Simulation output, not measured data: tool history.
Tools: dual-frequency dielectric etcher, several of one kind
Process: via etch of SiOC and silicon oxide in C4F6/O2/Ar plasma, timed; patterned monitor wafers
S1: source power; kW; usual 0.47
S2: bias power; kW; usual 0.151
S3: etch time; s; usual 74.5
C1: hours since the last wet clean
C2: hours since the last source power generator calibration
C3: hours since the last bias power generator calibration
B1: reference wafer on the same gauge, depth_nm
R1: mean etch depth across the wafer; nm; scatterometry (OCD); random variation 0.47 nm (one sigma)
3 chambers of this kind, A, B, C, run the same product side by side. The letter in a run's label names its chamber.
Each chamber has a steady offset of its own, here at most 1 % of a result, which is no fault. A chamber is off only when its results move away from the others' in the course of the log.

run,hour,S1,S2,S3,C1,C2,C3,B1,R1
1B,4.4,0.47,0.151,74.5,405.4,2359.9,4501.4,71.069,86.085
# hour 7: chamber A: wet clean of the chamber
2C,10.2,0.47,0.151,74.5,212.6,722.5,166.9,71.01,84.151
3A,16.2,0.47,0.151,74.5,9.2,515.4,1306.3,71.024,84.747
4A,25.3,0.47,0.151,74.5,18.3,524.5,1315.4,71.041,85.087
5B,32.3,0.47,0.151,74.5,433.3,2387.8,4529.3,71.063,85.823
6C,36.7,0.47,0.151,74.5,239.1,749,193.4,70.886,85.306
7B,41.5,0.47,0.151,74.5,442.5,2397,4538.5,70.974,84.709
8C,47.5,0.47,0.151,74.5,249.9,759.8,204.2,70.948,84.244
9A,53,0.47,0.151,74.5,46,552.2,1343.1,70.97,84.899
# hour 59.2: chamber B: wet clean of the chamber
10C,59.7,0.47,0.151,74.5,262.1,772,216.4,70.907,85.289
11B,65.2,0.47,0.151,74.5,6.1,2420.7,4562.2,71.014,85.712
12A,70.5,0.47,0.151,74.5,63.5,569.7,1360.6,71.06,83.988
13B,78.5,0.47,0.151,74.5,19.4,2434,4575.5,71.115,85.52
14C,84.5,0.47,0.151,74.5,286.9,796.8,241.2,71.018,84.571
15A,93.2,0.47,0.151,74.5,86.2,592.4,1383.3,71.001,84.015
16A,101.5,0.47,0.151,74.5,94.5,600.7,1391.6,71.051,83.796
17C,108.3,0.47,0.177,74.5,310.7,820.6,265,71.031,89.031
18B,114.2,0.47,0.177,74.5,55.1,2469.7,4611.2,71.033,89.729
19B,120.2,0.47,0.177,74.5,61.1,2475.7,4617.2,70.881,89.748
20A,126.5,0.47,0.151,74.5,119.5,625.7,1416.6,71.002,85.274
21C,133.2,0.47,0.151,74.5,335.6,845.5,289.9,71.02,85.143
22A,140.8,0.47,0.151,74.5,133.8,640,1430.9,70.912,84.09
23B,146,0.47,0.151,74.5,86.9,2501.5,4643,71.086,84.737
24C,152.3,0.47,0.151,74.5,354.7,864.6,309,70.942,84.173
# hour 154.4: chamber B: bias power generator calibrated
25C,160.8,0.47,0.151,74.5,363.2,873.1,317.5,71.059,85.238
26B,165.9,0.47,0.151,74.5,106.8,2521.4,11.5,71.074,85.199
27A,170.1,0.47,0.151,74.5,163.1,669.3,1460.2,70.971,85.673
28A,175.5,0.47,0.12,74.5,168.5,674.7,1465.6,70.997,79.528
29B,181.5,0.47,0.12,74.5,122.4,2537,27.1,70.949,79.567
30C,186.8,0.47,0.12,74.5,389.2,899.1,343.5,71.024,79.258
31B,191.6,0.47,0.151,74.5,132.5,2547.1,37.2,70.993,84.164
32C,197.1,0.47,0.151,74.5,399.5,909.4,353.8,70.966,84.293
33A,202.1,0.47,0.151,74.5,195.1,701.3,1492.2,70.958,83.703
34B,208.3,0.47,0.151,74.5,149.2,2563.8,53.9,70.966,85.426
35A,217,0.47,0.151,74.5,210,716.2,1507.1,71.019,85.309
# hour 217.5: chamber C: wet clean of the chamber
36C,222.8,0.47,0.151,74.5,5.4,935.1,379.5,70.997,84.59
37C,230.2,0.47,0.151,74.5,12.8,942.5,386.9,71.068,83.958
38B,238.6,0.47,0.151,74.5,179.5,2594.1,84.2,71.076,85.292
39A,246.8,0.47,0.151,74.5,239.8,746,1536.9,70.996,85.09
40B,252.4,0.53,0.151,93.5,193.3,2607.9,98,70.916,112.57
41C,258.7,0.53,0.151,93.5,41.3,971,415.4,70.967,111.87

All 3 chambers run these settings next. Forecast each chamber's results:
42A,265.4,0.42,0.151,74.5,,,,,?
42B,265.4,0.42,0.151,74.5,,,,,?
42C,265.4,0.42,0.151,74.5,,,,,?

run,R1
42A,80.095
42B,82.056
42C,80.596
